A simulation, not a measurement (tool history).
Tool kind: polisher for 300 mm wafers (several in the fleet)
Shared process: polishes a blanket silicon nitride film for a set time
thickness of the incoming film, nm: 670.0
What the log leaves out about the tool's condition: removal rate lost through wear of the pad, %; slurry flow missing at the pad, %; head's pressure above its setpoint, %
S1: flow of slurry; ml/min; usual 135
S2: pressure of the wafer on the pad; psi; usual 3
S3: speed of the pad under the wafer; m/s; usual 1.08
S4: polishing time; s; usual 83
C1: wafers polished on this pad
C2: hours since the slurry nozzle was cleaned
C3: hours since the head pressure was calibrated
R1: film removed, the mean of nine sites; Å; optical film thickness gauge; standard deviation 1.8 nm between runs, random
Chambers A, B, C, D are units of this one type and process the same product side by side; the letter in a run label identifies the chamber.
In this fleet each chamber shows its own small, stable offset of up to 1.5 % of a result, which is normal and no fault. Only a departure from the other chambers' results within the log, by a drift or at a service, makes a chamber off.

run,hour,S1,S2,S3,S4,C1,C2,C3,R1
1C,3.9,135,3,1.08,83,868,153.7,376,1460.8
2A,7.3,135,3,1.08,83,501,535,214.6,1407.8
3B,11.3,135,3,1.08,83,658,473,173.8,1451.1
4D,17.8,135,3,1.08,83,502,77,174.1,1442.7
5B,23.5,135,3.9,1.4,83,763,485.2,186,2349.8
6C,27.9,135,3.9,1.4,83,1075,177.7,400,2300.5
# hour 30.6: chamber C: worn pad replaced by a new one
7A,32.3,135,3.9,1.4,83,716,560,239.6,2267.8
# hour 35.9: chamber C: head pressure recalibrated
8D,37.3,135,3.9,1.4,83,669,96.5,193.6,2301.9
# hour 39.9: chamber D: worn pad replaced by a new one
# hour 40.9: chamber B: slurry nozzle cleaned
9A,42.1,135,3,1.08,83,801,569.8,249.4,1427.2
10C,45.8,135,3,1.08,83,131,195.6,9.9,1464.6
11D,49.8,155,2.5,1.08,83,85,109,206.1,1232.5
12B,54.8,155,2.5,1.08,83,1033,14,217.3,1246.6
13C,59.2,155,2.5,1.08,83,246,209,23.3,1250
14A,63.6,155,2.5,1.08,83,986,591.3,270.9,1225.7
# hour 66.9: chamber A: worn pad replaced by a new one
15D,68.4,135,3,1.08,83,246,127.6,224.7,1448.3
16B,72.4,135,3,1.08,83,1184,31.6,234.9,1434.9
17C,75.3,135,3,1.08,83,385,225.1,39.4,1445.2
18D,79.4,135,3,1.08,83,340,138.6,235.7,1420.1
19A,83.2,135,3,1.08,83,141,610.9,290.5,1435.2
# hour 85.3: chamber B: worn pad replaced by a new one
20B,87.7,135,3,1.08,83,21,46.9,250.2,1469.9
21D,92.7,135,3,1.26,83,455,151.9,249,1568.8
22C,97.7,135,3,1.26,83,578,247.5,61.8,1651.5
23A,103.4,135,3,1.26,83,315,631.1,310.7,1587
24B,108.9,135,3,1.26,83,203,68.1,271.4,1672.9
25C,112.2,135,3,1.34,83,703,262,76.3,1729.5
26B,117.5,135,3,1.34,83,277,76.7,280,1737.3
27A,121.8,135,3,1.34,83,473,649.5,329.1,1716.6
28D,127.3,135,3,1.34,83,753,186.5,283.6,1592.1
29B,133.5,135,3,1.08,83,415,92.7,296,1432.7

One chamber off, gauge drift, or nothing amiss beyond the chambers' own small offsets? If it is a chamber, which one, and what is the likeliest cause?

Little by little, chamber D moves away from the other chambers.
What lies behind it: slurry flow missing at the pad, % = 38.4.
The log may not separate it from: removal rate lost through wear of the pad, %; head's pressure below its setpoint, %.

Here are 4 candidates for chamber D's next run, each the usual settings with a change, their results left as question marks. Which one brings its results back in line with what the others give on the usual settings?
In-line tolerance around the mean of the other chambers on the usual settings: R1 63 Å
30D-1,138.1,135,3.1,1.12,86,,,,?
30D-2,138.1,135,2.8,1.02,77,,,,?
30D-3,138.1,135,2.8,1.02,83,,,,?
30D-4,138.1,135,3.6,1.08,83,,,,?

Mean of the other chambers on the usual settings: R1 1436.5 Å
run,R1
30D-1,1417.9
30D-2,1062.8
30D-3,1145.6
30D-4,1547
30D-1 is the one that brings the chamber's results back in line with the other chambers.
